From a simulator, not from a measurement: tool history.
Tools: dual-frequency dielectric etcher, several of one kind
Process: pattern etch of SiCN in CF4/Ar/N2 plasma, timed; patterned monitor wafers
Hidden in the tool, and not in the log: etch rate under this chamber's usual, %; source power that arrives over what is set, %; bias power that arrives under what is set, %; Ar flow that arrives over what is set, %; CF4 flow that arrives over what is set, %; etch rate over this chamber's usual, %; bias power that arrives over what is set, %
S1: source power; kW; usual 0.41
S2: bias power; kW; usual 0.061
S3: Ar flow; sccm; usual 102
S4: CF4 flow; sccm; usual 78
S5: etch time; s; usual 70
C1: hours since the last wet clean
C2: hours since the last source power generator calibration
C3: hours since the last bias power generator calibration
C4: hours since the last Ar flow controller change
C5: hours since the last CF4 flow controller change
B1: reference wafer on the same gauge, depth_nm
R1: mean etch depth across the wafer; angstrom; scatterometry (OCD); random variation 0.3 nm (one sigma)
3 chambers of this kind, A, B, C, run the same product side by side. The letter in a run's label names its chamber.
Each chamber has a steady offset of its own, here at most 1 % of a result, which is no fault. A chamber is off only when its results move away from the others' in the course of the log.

run	hour	S1	S2	S3	S4	S5	C1	C2	C3	C4	C5	B1	R1
1C	6.2	0.41	0.061	102	78	70	47.6	286	374.9	552.7	466.4	49.798	528.08
2B	10.5	0.41	0.061	102	78	70	145.1	523.8	1036.4	1177.9	3185.7	49.84	527.06
3A	16.4	0.41	0.061	102	78	70	196.2	681.7	496.5	2873.6	427.7	49.844	531.85
4B	21.4	0.41	0.061	102	78	70	156	534.7	1047.3	1188.8	3196.6	49.778	528.52
5C	25.8	0.41	0.061	102	78	70	67.2	305.6	394.5	572.3	486	49.797	526.45
6A	32.6	0.41	0.061	102	78	70	212.4	697.9	512.7	2889.8	443.9	49.831	530.36
7C	36.1	0.41	0.061	102	78	70	77.5	315.9	404.8	582.6	496.3	49.809	536.34
8A	42.9	0.41	0.065	102	78	70	222.7	708.2	523	2900.1	454.2	49.816	536.89
9B	46.2	0.41	0.065	102	78	70	180.8	559.5	1072.1	1213.6	3221.4	49.852	542.17
10C	51.1	0.41	0.065	102	78	70	92.5	330.9	419.8	597.6	511.3	49.785	542.23
11B	57.2	0.41	0.061	102	78	70	191.8	570.5	1083.1	1224.6	3232.4	49.68	532.58
12A	63.1	0.41	0.061	102	78	70	242.9	728.4	543.2	2920.3	474.4	49.824	523.59
13C	67.1	0.41	0.061	102	78	70	108.5	346.9	435.8	613.6	527.3	49.77	523.86
14B	73.7	0.41	0.061	102	78	70	208.3	587	1099.6	1241.1	3248.9	49.794	537.93
15A	78.1	0.41	0.061	102	78	70	257.9	743.4	558.2	2935.3	489.4	49.78	516.24
16B	84.5	0.37	0.061	102	78	70	219.1	597.8	1110.4	1251.9	3259.7	49.813	485.36
17A	91.4	0.37	0.061	102	78	70	271.2	756.7	571.5	2948.6	502.7	49.763	469.56
18C	97.6	0.37	0.061	102	78	70	139	377.4	466.3	644.1	557.8	49.722	483.2
19A	100.8	0.41	0.061	83	78	70	280.6	766.1	580.9	2958	512.1	49.718	528.11
20C	104.1	0.41	0.061	83	78	70	145.5	383.9	472.8	650.6	564.3	49.729	537.23

Next, every chamber runs the same settings. What will each give?
21A	109.3	0.41	0.061	102	78	70							?
21B	109.3	0.41	0.061	102	78	70							?
21C	109.3	0.41	0.061	102	78	70							?

run	R1
21A	511.26
21B	534.34
21C	531.31
